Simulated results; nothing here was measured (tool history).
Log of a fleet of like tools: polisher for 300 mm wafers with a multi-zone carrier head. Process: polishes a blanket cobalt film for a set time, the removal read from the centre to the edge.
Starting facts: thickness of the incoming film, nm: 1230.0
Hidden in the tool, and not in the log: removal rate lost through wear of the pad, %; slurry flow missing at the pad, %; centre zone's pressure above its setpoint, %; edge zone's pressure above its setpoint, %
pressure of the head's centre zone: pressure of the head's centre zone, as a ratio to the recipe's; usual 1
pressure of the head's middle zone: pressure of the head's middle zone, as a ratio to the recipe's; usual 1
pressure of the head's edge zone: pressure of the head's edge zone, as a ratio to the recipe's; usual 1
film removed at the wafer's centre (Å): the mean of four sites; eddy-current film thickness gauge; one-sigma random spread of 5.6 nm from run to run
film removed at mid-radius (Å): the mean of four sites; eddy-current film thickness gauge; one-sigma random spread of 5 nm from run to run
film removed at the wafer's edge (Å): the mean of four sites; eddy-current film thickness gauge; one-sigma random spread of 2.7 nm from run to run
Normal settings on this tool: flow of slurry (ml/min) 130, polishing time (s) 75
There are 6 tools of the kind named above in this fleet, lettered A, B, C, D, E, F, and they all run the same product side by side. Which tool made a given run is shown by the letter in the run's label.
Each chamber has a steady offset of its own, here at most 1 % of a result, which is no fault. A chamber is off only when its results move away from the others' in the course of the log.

run	day	flow of slurry (ml/min)	pressure of the head's centre zone	pressure of the head's middle zone	pressure of the head's edge zone	polishing time (s)	wafers polished on this pad	hours since the slurry nozzle was cleaned	hours since the centre zone pressure was calibrated	hours since the edge zone pressure was calibrated	film removed at the wafer's centre (Å)	film removed at mid-radius (Å)	film removed at the wafer's edge (Å)
# day 0.033: chamber B: worn pad replaced by a new one
1B	0.158	130	1	1	1	75	45	345.6	383.1	263.7	3902.5	3900.6	4007
# day 0.212: chamber D: worn pad replaced by a new one
2F	0.346	130	1	1	1	75	399	101.4	719.3	991	4035.5	4011.3	3970.9
# day 0.383: chamber E: worn pad replaced by a new one
3D	0.5	130	1	1	1	75	103	334.1	282.6	492.6	4148.8	4034.8	3962.5
# day 0.583: chamber C: worn pad replaced by a new one
4A	0.642	130	1	1	1	75	1382	208.2	352.9	183.4	4017.3	3964.7	4039.4
5C	0.846	130	1	1	1	75	94	28.7	709.8	553.7	3834.9	4058.7	3974.6
6E	0.983	130	1.04	1	1	56	214	178.9	105.6	906	3140.6	2986.1	2997.8
# day 1.062: chamber A: slurry nozzle cleaned
7C	1.175	130	1.04	1	1	56	211	36.6	717.7	561.6	3059.7	2973.2	3003.5
# day 1.196: chamber A: worn pad replaced by a new one
# day 1.242: chamber B: slurry nozzle cleaned
8D	1.333	130	1.04	1	1	56	399	354.1	302.6	512.6	3116.4	2995.4	2985.5
# day 1.354: chamber F: worn pad replaced by a new one
9F	1.542	130	1.04	1	1	56	66	130.1	748	1019.7	3111.8	2975.3	2963.1
10A	1.725	130	1.04	1	1	56	188	15.9	378.9	209.4	3192.7	3006.9	3028.5
# day 1.875: chamber B: worn pad replaced by a new one
11E	1.888	130	1.04	1	1	56	534	200.6	127.3	927.7	3100.3	3011.4	2937.1
# day 1.892: chamber E: worn pad replaced by a new one
# day 2.033: chamber D: worn pad replaced by a new one
12B	2.092	130	1	1	1	75	77	20.5	429.5	310.1	3958.7	3995.8	4000.1
13D	2.183	130	1	1	1	75	53	374.5	323	533	4033	4025.3	4006
14E	2.312	130	1	1	1	75	149	210.8	137.5	937.9	3973.4	4013.3	3960.1
# day 2.421: chamber D: centre zone pressure recalibrated
15B	2.433	130	1	1	1	75	198	28.7	437.7	318.3	4004	3940.1	4010.9
16A	2.621	130	1	1	1	75	505	37.4	400.4	230.9	4045.9	4013.2	4031.9
17C	2.779	130	1	1	1	75	780	75.1	756.2	600.1	4037.5	3977.5	3992.4
18F	2.9	130	1	1	1	75	548	162.7	780.6	1052.3	3991.4	3927.8	3999
19D	3.071	130	1	1	1.04	75	368	395.8	15.7	554.3	3998.5	4030	4078.7
20F	3.196	130	1	1	1.04	75	653	169.8	787.7	1059.4	3914	4060.2	4004.2
# day 3.333: chamber C: worn pad replaced by a new one
21E	3.35	130	1	1	1.04	75	517	235.7	162.4	962.8	3894.6	4028.8	4031.2
22B	3.488	130	1	1	1.04	75	572	54	463	343.6	3988.8	4087.6	4046.9
23C	3.671	130	1	1	1.04	75	120	96.5	777.6	621.5	3952.7	4116.9	4066.8
# day 3.738: chamber F: worn pad replaced by a new one
# day 3.829: chamber E: worn pad replaced by a new one
24A	3.842	130	1	1	1.04	75	939	66.7	429.7	260.2	4174.8	4099	4154.5
# day 3.888: chamber D: worn pad replaced by a new one
# day 3.892: chamber B: worn pad replaced by a new one
25F	3.983	130	1	1	1	75	88	188.7	806.6	1078.3	3973.7	3976.6	3962.8
26E	4.083	130	1	1	1	75	90	253.3	180	980.4	3978.2	4013.9	3983.5
27A	4.238	130	1	1	1	75	1079	76.2	439.2	269.7	4116	4094.3	4056.3
28D	4.442	130	1	1	1	75	197	428.7	48.6	587.2	3983.5	4026.1	3950.4
29B	4.542	130	1	1	1	75	231	79.3	488.3	368.9	4038.7	4053.8	4010.2
30C	4.729	100	0.91	1	1	75	495	121.9	803	646.9	3340.5	3850.9	3750.7
31B	4.871	100	0.91	1	1	75	348	87.2	496.2	376.8	3341.4	3758	3787.3
32A	5.012	100	0.91	1	1	75	1354	94.8	457.8	288.3	3594.8	3847.9	3885.9
33C	5.125	100	0.91	1	1	75	636	131.4	812.5	656.4	3329.8	3812.9	3810.3
34D	5.221	100	0.91	1	1	75	473	447.4	67.3	605.9	3307	3770.7	3830.9
35F	5.367	100	0.91	1	1	75	579	221.9	839.8	1111.5	3239.7	3722.4	3776.1
# day 5.458: chamber E: worn pad replaced by a new one
36E	5.554	130	1	1	1	75	34	288.6	215.3	1015.7	4060.5	4069.1	3976.2
37E	5.738	90	1	1	0.93	75	99	293	219.7	1020.1	3517.7	3612.8	3589.8

Decide between three cases: one chamber stands off from its peers, the gauge reading all wafers drifts, or nothing is wrong past each chamber's small offset. Where a chamber is off, say which and what most likely put it there.

Little by little, chamber A moves away from the other chambers.
Likeliest cause: centre zone's pressure above its setpoint, % = 7.81.

Which of the 4 candidates below, each the usual settings with something changed and its results left as question marks, puts chamber A back in line with what the other chambers give on the usual settings?
Allowed miss from the other chambers' usual-settings mean, per result, to count as in line: film removed at the wafer's centre (Å) 190; film removed at mid-radius (Å) 180; film removed at the wafer's edge (Å) 93
38A-1	5.888	120	0.89	1.03	1.03	73					?	?	?
38A-2	5.888	140	1.11	0.97	0.97	77					?	?	?
38A-3	5.888	135	1.05	0.98	0.98	76					?	?	?
38A-4	5.888	125	0.95	1.02	1.02	74					?	?	?

The mean the other chambers reach with the usual settings: film removed at the wafer's centre (Å) 3973.1; film removed at mid-radius (Å) 3993.2; film removed at the wafer's edge (Å) 3979.1
run	film removed at the wafer's centre (Å)	film removed at mid-radius (Å)	film removed at the wafer's edge (Å)
38A-1	3608.9	3951.8	3932.9
38A-2	5014.8	4077.4	4124.2
38A-3	4624.9	4032.9	4069.2
38A-4	3968.2	4007.1	3994
The right change is 38A-4: it brings the chamber back within the allowed miss of the others.
